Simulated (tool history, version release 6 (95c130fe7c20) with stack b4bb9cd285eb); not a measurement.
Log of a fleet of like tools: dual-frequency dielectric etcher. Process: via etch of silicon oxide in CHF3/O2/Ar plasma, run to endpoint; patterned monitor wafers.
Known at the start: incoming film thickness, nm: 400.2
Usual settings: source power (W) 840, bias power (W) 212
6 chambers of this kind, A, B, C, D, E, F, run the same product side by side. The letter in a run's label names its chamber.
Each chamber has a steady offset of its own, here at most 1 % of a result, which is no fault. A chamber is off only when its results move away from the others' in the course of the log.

run 1D hour=10.3 | source_power_(W)=840 bias_power_(W)=212 | endpoint_time_(s)=169.21
run 2C hour=21.2 | source_power_(W)=840 bias_power_(W)=212 | endpoint_time_(s)=168.54
run 3E hour=32.8 | source_power_(W)=840 bias_power_(W)=212 | endpoint_time_(s)=169
run 4B hour=38.7 | source_power_(W)=840 bias_power_(W)=212 | endpoint_time_(s)=167.83
run 5A hour=45.5 | source_power_(W)=840 bias_power_(W)=212 | endpoint_time_(s)=169.24
run 6F hour=56.5 | source_power_(W)=840 bias_power_(W)=212 | endpoint_time_(s)=166.06
run 7F hour=62.9 | source_power_(W)=970 bias_power_(W)=250 | endpoint_time_(s)=149.67
run 8E hour=70.5 | source_power_(W)=970 bias_power_(W)=250 | endpoint_time_(s)=150
run 9D hour=83.1 | source_power_(W)=970 bias_power_(W)=250 | endpoint_time_(s)=150.67
run 10B hour=95.8 | source_power_(W)=970 bias_power_(W)=250 | endpoint_time_(s)=149.68
run 11C hour=107.1 | source_power_(W)=970 bias_power_(W)=250 | endpoint_time_(s)=149.66
run 12A hour=118.3 | source_power_(W)=970 bias_power_(W)=250 | endpoint_time_(s)=151.72
run 13A hour=124.9 | source_power_(W)=950 bias_power_(W)=160 | endpoint_time_(s)=176.87
-- hour=128.9 chamber F: wet clean of the chamber
run 14F hour=137.1 | source_power_(W)=950 bias_power_(W)=160 | endpoint_time_(s)=173.73
run 15D hour=150 | source_power_(W)=950 bias_power_(W)=160 | endpoint_time_(s)=176.86
run 16E hour=155.9 | source_power_(W)=950 bias_power_(W)=160 | endpoint_time_(s)=176.4
run 17C hour=168.8 | source_power_(W)=950 bias_power_(W)=160 | endpoint_time_(s)=176.14
run 18B hour=178.2 | source_power_(W)=950 bias_power_(W)=160 | endpoint_time_(s)=175.56
run 19C hour=188.4 | source_power_(W)=840 bias_power_(W)=212 | endpoint_time_(s)=168.54
run 20F hour=199 | source_power_(W)=840 bias_power_(W)=212 | endpoint_time_(s)=167.05
-- hour=206.4 chamber E: wet clean of the chamber
run 21B hour=210.3 | source_power_(W)=840 bias_power_(W)=212 | endpoint_time_(s)=168.26
run 22A hour=223.3 | source_power_(W)=840 bias_power_(W)=212 | endpoint_time_(s)=169.38
run 23E hour=231.4 | source_power_(W)=720 bias_power_(W)=254 | endpoint_time_(s)=168.55
run 24D hour=244 | source_power_(W)=720 bias_power_(W)=254 | endpoint_time_(s)=167.44
run 25D hour=256.8 | source_power_(W)=720 bias_power_(W)=254 | endpoint_time_(s)=169.07
run 26B hour=263.5 | source_power_(W)=720 bias_power_(W)=254 | endpoint_time_(s)=166.58
-- hour=270.4 chamber C: wet clean of the chamber
run 27E hour=273.5 | source_power_(W)=720 bias_power_(W)=254 | endpoint_time_(s)=167.69
run 28A hour=282.4 | source_power_(W)=720 bias_power_(W)=254 | endpoint_time_(s)=165.25
run 29C hour=293.2 | source_power_(W)=840 bias_power_(W)=212 | endpoint_time_(s)=168.23
run 30F hour=304.7 | source_power_(W)=840 bias_power_(W)=212 | endpoint_time_(s)=168.35
run 31A hour=311 | source_power_(W)=840 bias_power_(W)=212 | endpoint_time_(s)=166.42
run 32D hour=324.3 | source_power_(W)=840 bias_power_(W)=212 | endpoint_time_(s)=169.13
run 33F hour=333.6 | source_power_(W)=840 bias_power_(W)=212 | endpoint_time_(s)=166.55
-- hour=345.4 chamber B: wet clean of the chamber
run 34E hour=346.6 | source_power_(W)=840 bias_power_(W)=212 | endpoint_time_(s)=169.42
run 35B hour=358.1 | source_power_(W)=840 bias_power_(W)=212 | endpoint_time_(s)=167.64
run 36C hour=369.7 | source_power_(W)=840 bias_power_(W)=212 | endpoint_time_(s)=167.64

Next, every chamber runs the same settings. What will each give?
run 37A hour=379.2 | source_power_(W)=840 bias_power_(W)=212 | endpoint_time_(s)=?
run 37B hour=379.2 | source_power_(W)=840 bias_power_(W)=212 | endpoint_time_(s)=?
run 37C hour=379.2 | source_power_(W)=840 bias_power_(W)=212 | endpoint_time_(s)=?
run 37D hour=379.2 | source_power_(W)=840 bias_power_(W)=212 | endpoint_time_(s)=?
run 37E hour=379.2 | source_power_(W)=840 bias_power_(W)=212 | endpoint_time_(s)=?
run 37F hour=379.2 | source_power_(W)=840 bias_power_(W)=212 | endpoint_time_(s)=?

run=37A endpoint_time_(s)=163.44
run=37B endpoint_time_(s)=167.16
run=37C endpoint_time_(s)=168.61
run=37D endpoint_time_(s)=168.08
run=37E endpoint_time_(s)=169.58
run=37F endpoint_time_(s)=167.62

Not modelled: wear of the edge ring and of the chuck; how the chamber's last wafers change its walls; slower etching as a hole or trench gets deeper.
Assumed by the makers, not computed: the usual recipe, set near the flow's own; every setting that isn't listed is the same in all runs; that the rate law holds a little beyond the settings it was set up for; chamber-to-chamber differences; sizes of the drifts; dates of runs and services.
